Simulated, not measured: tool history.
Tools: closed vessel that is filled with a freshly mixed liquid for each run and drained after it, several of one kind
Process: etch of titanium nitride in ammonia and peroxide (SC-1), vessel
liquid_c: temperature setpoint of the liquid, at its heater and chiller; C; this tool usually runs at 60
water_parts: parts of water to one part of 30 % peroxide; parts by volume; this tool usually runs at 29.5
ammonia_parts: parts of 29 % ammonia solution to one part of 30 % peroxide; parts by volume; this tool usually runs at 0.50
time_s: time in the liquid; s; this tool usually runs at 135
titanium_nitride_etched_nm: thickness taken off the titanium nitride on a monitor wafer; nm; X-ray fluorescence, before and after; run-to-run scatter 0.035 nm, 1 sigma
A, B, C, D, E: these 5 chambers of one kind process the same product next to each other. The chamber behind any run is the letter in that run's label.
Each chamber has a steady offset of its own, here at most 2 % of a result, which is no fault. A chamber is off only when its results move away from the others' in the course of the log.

| run | hour | liquid_c | water_parts | ammonia_parts | time_s | hours since the thermometer was replaced | hours since the ammonia flow meter was replaced | hours since the drum of ammonia solution was connected | read-back film thickness of the titanium nitride reference wafer, read on the same gauge (nm) | titanium_nitride_etched_nm |
|---|---|---|---|---|---|---|---|---|---|---|
| 1C | 5.4 | 60 | 29.5 | 0.50 | 135 | 323.0 | 205.3 | 166.8 | 59.994 | 11.2240 |
| 2B | 12.2 | 60 | 29.5 | 0.50 | 135 | 2151.9 | 510.0 | 195.9 | 60.020 | 11.3390 |
| 3A | 19.6 | 60 | 29.5 | 0.50 | 135 | 318.6 | 2207.4 | 382.9 | 59.963 | 11.4110 |
| 4D | 26.2 | 60 | 29.5 | 0.50 | 135 | 181.8 | 361.1 | 263.8 | 60.033 | 11.1630 |
| 5E | 34.5 | 60 | 29.5 | 0.50 | 135 | 130.9 | 1234.9 | 702.5 | 59.974 | 11.2920 |
| 6E | 41.4 | 60 | 29.5 | 0.50 | 135 | 137.8 | 1241.8 | 709.4 | 60.036 | 11.3690 |
| 7A | 48.1 | 60 | 29.5 | 0.50 | 135 | 347.1 | 2235.9 | 411.4 | 60.014 | 11.3900 |
| 8B | 57.7 | 60 | 29.5 | 0.50 | 135 | 2197.4 | 555.5 | 241.4 | 59.928 | 11.2830 |
| 9D | 65.5 | 60 | 29.5 | 0.50 | 135 | 221.1 | 400.4 | 303.1 | 59.983 | 11.0780 |
| 10C | 74.6 | 60 | 29.5 | 0.50 | 135 | 392.2 | 274.5 | 236.0 | 59.951 | 11.1800 |
| 11C | 84.7 | 60 | 29.5 | 0.50 | 135 | 402.3 | 284.6 | 246.1 | 59.959 | 11.2190 |
| 12D | 90.1 | 60 | 29.5 | 0.50 | 135 | 245.7 | 425.0 | 327.7 | 60.054 | 11.0730 |
| 13E | 99.4 | 60 | 29.5 | 0.50 | 135 | 195.8 | 1299.8 | 767.4 | 60.020 | 11.3840 |
| 14A | 106.8 | 60 | 29.5 | 0.50 | 135 | 405.8 | 2294.6 | 470.1 | 59.999 | 11.3850 |
|  | 111.7 | chamber A: new drum of ammonia solution connected |
| 15B | 111.8 | 53 | 29.5 | 0.50 | 135 | 2251.5 | 609.6 | 295.5 | 60.029 | 7.0877 |
| 16D | 116.8 | 53 | 29.5 | 0.50 | 135 | 272.4 | 451.7 | 354.4 | 60.003 | 6.9212 |
| 17E | 122.2 | 53 | 29.5 | 0.50 | 135 | 218.6 | 1322.6 | 790.2 | 59.977 | 7.0721 |
| 18B | 127.5 | 53 | 29.5 | 0.50 | 135 | 2267.2 | 625.3 | 311.2 | 59.999 | 7.0403 |
| 19C | 136.5 | 53 | 29.5 | 0.50 | 135 | 454.1 | 336.4 | 297.9 | 59.997 | 6.9563 |
| 20A | 141.5 | 60 | 29.5 | 0.50 | 135 | 440.5 | 2329.3 | 29.9 | 59.988 | 11.3830 |
| 21C | 146.4 | 60 | 29.5 | 0.50 | 135 | 464.0 | 346.3 | 307.8 | 59.982 | 11.1490 |
|  | 146.9 | chamber A: ammonia flow meter replaced |
| 22B | 155.6 | 60 | 29.5 | 0.50 | 135 | 2295.3 | 653.4 | 339.3 | 60.023 | 11.2600 |
| 23A | 163.9 | 60 | 29.5 | 0.50 | 135 | 462.9 | 17.0 | 52.3 | 60.057 | 11.4260 |
| 24D | 171.6 | 60 | 29.5 | 0.50 | 135 | 327.2 | 506.5 | 409.2 | 60.011 | 11.1260 |
| 25E | 176.4 | 60 | 29.5 | 0.50 | 135 | 272.8 | 1376.8 | 844.4 | 60.043 | 11.2930 |
| 26E | 181.2 | 60 | 17.5 | 0.50 | 135 | 277.6 | 1381.6 | 849.2 | 60.044 | 15.1620 |
|  | 181.8 | chamber D: new drum of ammonia solution connected |
| 27D | 187.8 | 60 | 17.5 | 0.50 | 135 | 343.4 | 522.7 | 6.1 | 59.973 | 15.0110 |
| 28C | 192.3 | 60 | 17.5 | 0.50 | 135 | 509.9 | 392.2 | 353.7 | 60.035 | 14.7630 |
| 29A | 201.8 | 60 | 17.5 | 0.50 | 135 | 500.8 | 54.9 | 90.2 | 60.015 | 15.0880 |
| 30B | 211.0 | 60 | 17.5 | 0.50 | 135 | 2350.7 | 708.8 | 394.7 | 60.013 | 15.1950 |
|  | 214.6 | chamber C: ammonia flow meter replaced |
| 31D | 219.9 | 60 | 29.5 | 0.50 | 135 | 375.5 | 554.8 | 38.2 | 60.013 | 11.0790 |
|  | 221.7 | chamber B: thermometer replaced |
| 32A | 225.4 | 60 | 29.5 | 0.50 | 135 | 524.4 | 78.5 | 113.8 | 60.013 | 11.4130 |
|  | 229.4 | chamber B: new drum of ammonia solution connected |
| 33E | 231.9 | 60 | 29.5 | 0.50 | 135 | 328.3 | 1432.3 | 899.9 | 60.032 | 11.3730 |
| 34C | 239.4 | 60 | 29.5 | 0.50 | 135 | 557.0 | 24.9 | 400.8 | 59.939 | 11.0140 |
| 35B | 245.2 | 60 | 29.5 | 0.50 | 135 | 23.6 | 743.0 | 15.9 | 60.029 | 11.3420 |

All 5 chambers run these settings next. Forecast each chamber's results:
| 36A | 252.6 | 60 | 29.5 | 0.25 | 135 |  |  |  |  | ? |
| 36B | 252.6 | 60 | 29.5 | 0.25 | 135 |  |  |  |  | ? |
| 36C | 252.6 | 60 | 29.5 | 0.25 | 135 |  |  |  |  | ? |
| 36D | 252.6 | 60 | 29.5 | 0.25 | 135 |  |  |  |  | ? |
| 36E | 252.6 | 60 | 29.5 | 0.25 | 135 |  |  |  |  | ? |

| run | titanium_nitride_etched_nm |
|---|---|
| 36A | 9.9687 |
| 36B | 9.8926 |
| 36C | 9.5968 |
| 36D | 9.7194 |
| 36E | 9.8113 |
